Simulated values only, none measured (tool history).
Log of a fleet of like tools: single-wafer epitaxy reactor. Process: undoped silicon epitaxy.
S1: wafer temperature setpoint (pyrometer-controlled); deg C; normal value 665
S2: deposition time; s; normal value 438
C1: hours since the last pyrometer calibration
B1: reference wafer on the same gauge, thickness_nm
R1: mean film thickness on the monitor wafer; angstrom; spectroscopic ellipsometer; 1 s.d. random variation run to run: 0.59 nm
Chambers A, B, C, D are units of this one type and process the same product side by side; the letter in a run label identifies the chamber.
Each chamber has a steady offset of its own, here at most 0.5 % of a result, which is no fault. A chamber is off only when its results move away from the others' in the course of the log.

run	hour	S1	S2	C1	B1	R1
1B	5	665	438	321.6	81.974	1021.6
2D	11.1	665	438	802.3	82.076	1017.7
3C	16.1	665	438	373.2	82.035	1018.1
4A	21.8	665	438	211.8	82.102	1011.9
5A	25.7	665	438	215.7	81.938	1010.6
6B	30.9	665	438	347.5	81.934	1003.3
7D	35.8	665	438	827	82.035	1016
8C	42	665	438	399.1	82.002	1001.7
9A	47.8	659	438	237.8	82.041	885.99
10D	51.8	659	438	843	81.912	886.23
11B	58	659	438	374.6	82.138	890.68
12C	63.2	659	438	420.3	82.017	881.34
13D	68.9	665	438	860.1	82.053	1021.5
14C	75.3	653	438	432.4	81.964	767.98
15A	79.5	653	438	269.5	82.046	789.24
16B	83.5	653	438	400.1	82.036	780.82
17A	89.9	653	438	279.9	82.123	787.01
18C	94.5	665	438	451.6	82.014	989.26
19B	97.4	665	354	414	82.078	816.2
20D	102.4	665	354	893.6	81.984	821.96
21B	107.6	665	354	424.2	82.151	829.23
22C	112	665	354	469.1	82.016	787.98
23A	117.7	665	438	307.7	81.907	1016.5
24D	123.9	665	438	915.1	81.941	1019.8
25B	128.2	670	438	444.8	82.102	1107.9
26C	131.8	670	438	488.9	81.904	1087.1
27A	137.9	670	438	327.9	82.085	1130.3
28D	141.1	670	438	932.3	81.998	1131.7
29C	144.1	665	438	501.2	82.153	985.17
30B	148.1	665	438	464.7	81.974	1015.2
31D	153.6	665	438	944.8	82.009	1018.4
32A	158.3	665	438	348.3	81.871	1024.2
33D	164.2	665	438	955.4	82.068	1009.4

Next, every chamber runs the same settings. What will each give?
34A	168.7	665	438			?
34B	168.7	665	438			?
34C	168.7	665	438			?
34D	168.7	665	438			?

run	R1
34A	1025.4
34B	1016.5
34C	965.59
34D	1019.2
